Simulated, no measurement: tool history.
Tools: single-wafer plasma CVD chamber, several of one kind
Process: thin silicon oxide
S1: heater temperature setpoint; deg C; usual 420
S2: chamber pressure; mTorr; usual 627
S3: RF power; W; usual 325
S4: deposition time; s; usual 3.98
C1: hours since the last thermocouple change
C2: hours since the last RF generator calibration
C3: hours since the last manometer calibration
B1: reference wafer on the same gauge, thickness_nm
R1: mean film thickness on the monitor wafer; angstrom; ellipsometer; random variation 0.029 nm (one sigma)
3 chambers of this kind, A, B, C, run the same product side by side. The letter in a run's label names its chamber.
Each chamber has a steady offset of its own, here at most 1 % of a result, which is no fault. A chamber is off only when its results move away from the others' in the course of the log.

Run 1A, hour 5.6: usual settings; C1 132.8; C2 967.4; C3 296.3; B1 6.5714. Result: R1 58.515 angstrom.
Run 2C, hour 16.4: usual settings; C1 1046.0; C2 643.4; C3 704.2; B1 6.5586. Result: R1 58.178 angstrom.
Run 3B, hour 25.9: usual settings; C1 1257.4; C2 1651.0; C3 874.6; B1 6.5684. Result: R1 58.201 angstrom.
Run 4A, hour 36.0: usual settings; C1 163.2; C2 997.8; C3 326.7; B1 6.5642. Result: R1 58.286 angstrom.
Run 5C, hour 41.6: usual settings; C1 1071.2; C2 668.6; C3 729.4; B1 6.5729. Result: R1 58.008 angstrom.
Run 6B, hour 54.6: usual settings; C1 1286.1; C2 1679.7; C3 903.3; B1 6.5737. Result: R1 57.675 angstrom.
Run 7A, hour 61.5: usual settings; C1 188.7; C2 1023.3; C3 352.2; B1 6.5638. Result: R1 58.947 angstrom.
Run 8C, hour 71.1: usual settings; C1 1100.7; C2 698.1; C3 758.9; B1 6.5714. Result: R1 58.328 angstrom.
Run 9B, hour 83.7: usual settings; C1 1315.2; C2 1708.8; C3 932.4; B1 6.5801. Result: R1 58.037 angstrom.
Run 10A, hour 96.0: usual settings; C1 223.2; C2 1057.8; C3 386.7; B1 6.5645. Result: R1 58.454 angstrom.
At hour 100.6: chamber B: capacitance manometer re-zeroed and calibrated.
Run 11C, hour 105.4: usual settings but S1 430 deg C; C1 1135.0; C2 732.4; C3 793.2; B1 6.5729. Result: R1 57.977 angstrom.
Run 12B, hour 115.4: usual settings but S1 430 deg C; C1 1346.9; C2 1740.5; C3 14.8; B1 6.5629. Result: R1 58.081 angstrom.
Run 13A, hour 126.5: usual settings but S1 430 deg C; C1 253.7; C2 1088.3; C3 417.2; B1 6.5814. Result: R1 58.222 angstrom.
Run 14B, hour 133.9: usual settings; C1 1365.4; C2 1759.0; C3 33.3; B1 6.5702. Result: R1 58.324 angstrom.
Run 15C, hour 143.3: usual settings; C1 1172.9; C2 770.3; C3 831.1; B1 6.5712. Result: R1 57.676 angstrom.
Run 16C, hour 153.1: usual settings; C1 1182.7; C2 780.1; C3 840.9; B1 6.5670. Result: R1 58.510 angstrom.
Run 17B, hour 162.4: usual settings; C1 1393.9; C2 1787.5; C3 61.8; B1 6.5741. Result: R1 57.855 angstrom.
Run 18A, hour 172.6: usual settings but S1 413 deg C, S4 4.43 s; C1 299.8; C2 1134.4; C3 463.3; B1 6.5727. Result: R1 65.830 angstrom.
Run 19C, hour 184.1: usual settings but S1 413 deg C, S4 4.43 s; C1 1213.7; C2 811.1; C3 871.9; B1 6.5725. Result: R1 64.697 angstrom.
Run 20A, hour 195.1: usual settings but S1 413 deg C, S4 4.43 s; C1 322.3; C2 1156.9; C3 485.8; B1 6.5692. Result: R1 65.180 angstrom.
At hour 205.5: chamber C: capacitance manometer re-zeroed and calibrated.
Run 21B, hour 206.5: usual settings but S4 3.42 s; C1 1438.0; C2 1831.6; C3 105.9; B1 6.5662. Result: R1 49.925 angstrom.
Run 22B, hour 218.6: usual settings but S4 3.42 s; C1 1450.1; C2 1843.7; C3 118.0; B1 6.5668. Result: R1 50.166 angstrom.
Run 23C, hour 227.0: usual settings but S4 3.42 s; C1 1256.6; C2 854.0; C3 21.5; B1 6.5667. Result: R1 52.109 angstrom.
Run 24A, hour 233.2: usual settings; C1 360.4; C2 1195.0; C3 523.9; B1 6.5672. Result: R1 59.156 angstrom.
Run 25B, hour 241.5: usual settings; C1 1473.0; C2 1866.6; C3 140.9; B1 6.5645. Result: R1 58.315 angstrom.
Run 26A, hour 250.7: usual settings; C1 377.9; C2 1212.5; C3 541.4; B1 6.5694. Result: R1 58.644 angstrom.
Run 27C, hour 257.6: usual settings but S2 513 mTorr, S4 3.72 s; C1 1287.2; C2 884.6; C3 52.1; B1 6.5746. Result: R1 44.977 angstrom.
Run 28C, hour 267.7: usual settings but S2 513 mTorr, S4 3.72 s; C1 1297.3; C2 894.7; C3 62.2; B1 6.5624. Result: R1 45.187 angstrom.
Run 29B, hour 275.6: usual settings but S2 513 mTorr, S4 3.72 s; C1 1507.1; C2 1900.7; C3 175.0; B1 6.5590. Result: R1 43.860 angstrom.
Run 30A, hour 283.6: usual settings but S4 4.72 s; C1 410.8; C2 1245.4; C3 574.3; B1 6.5747. Result: R1 69.343 angstrom.
Run 31C, hour 290.9: usual settings but S4 4.72 s; C1 1320.5; C2 917.9; C3 85.4; B1 6.5748. Result: R1 71.333 angstrom.
Run 32B, hour 297.1: usual settings but S4 4.72 s; C1 1528.6; C2 1922.2; C3 196.5; B1 6.5644. Result: R1 67.958 angstrom.
Run 33A, hour 305.0: usual settings; C1 432.2; C2 1266.8; C3 595.7; B1 6.5702. Result: R1 58.493 angstrom.
Run 34B, hour 316.0: usual settings; C1 1547.5; C2 1941.1; C3 215.4; B1 6.5772. Result: R1 58.115 angstrom.
Run 35C, hour 327.0: usual settings; C1 1356.6; C2 954.0; C3 121.5; B1 6.5622. Result: R1 60.657 angstrom.
Run 36A, hour 333.8: usual settings; C1 461.0; C2 1295.6; C3 624.5; B1 6.5653. Result: R1 58.960 angstrom.
Run 37C, hour 341.3: usual settings but S1 432 deg C; C1 1370.9; C2 968.3; C3 135.8; B1 6.5657. Result: R1 60.338 angstrom.
Run 38A, hour 348.4: usual settings but S1 432 deg C; C1 475.6; C2 1310.2; C3 639.1; B1 6.5692. Result: R1 58.082 angstrom.
Run 39B, hour 354.2: usual settings but S1 432 deg C; C1 1585.7; C2 1979.3; C3 253.6; B1 6.5686. Result: R1 57.855 angstrom.
Run 40B, hour 366.7: usual settings; C1 1598.2; C2 1991.8; C3 266.1; B1 6.5727. Result: R1 58.200 angstrom.
Run 41C, hour 374.2: usual settings; C1 1403.8; C2 1001.2; C3 168.7; B1 6.5662. Result: R1 60.436 angstrom.
Run 42A, hour 380.6: usual settings; C1 507.8; C2 1342.4; C3 671.3; B1 6.5691. Result: R1 58.572 angstrom.
Run 43C, hour 391.6: usual settings; C1 1421.2; C2 1018.6; C3 186.1; B1 6.5652. Result: R1 60.166 angstrom.
Run 44A, hour 398.4: usual settings; C1 525.6; C2 1360.2; C3 689.1; B1 6.5652. Result: R1 58.771 angstrom.

All 3 chambers run these settings next. Forecast each chamber's results:
Run 45A, hour 407.7: usual settings. Result: R1 ?.
Run 45B, hour 407.7: usual settings. Result: R1 ?.
Run 45C, hour 407.7: usual settings. Result: R1 ?.

run      R1
45A  58.601
45B  58.050
45C  60.519

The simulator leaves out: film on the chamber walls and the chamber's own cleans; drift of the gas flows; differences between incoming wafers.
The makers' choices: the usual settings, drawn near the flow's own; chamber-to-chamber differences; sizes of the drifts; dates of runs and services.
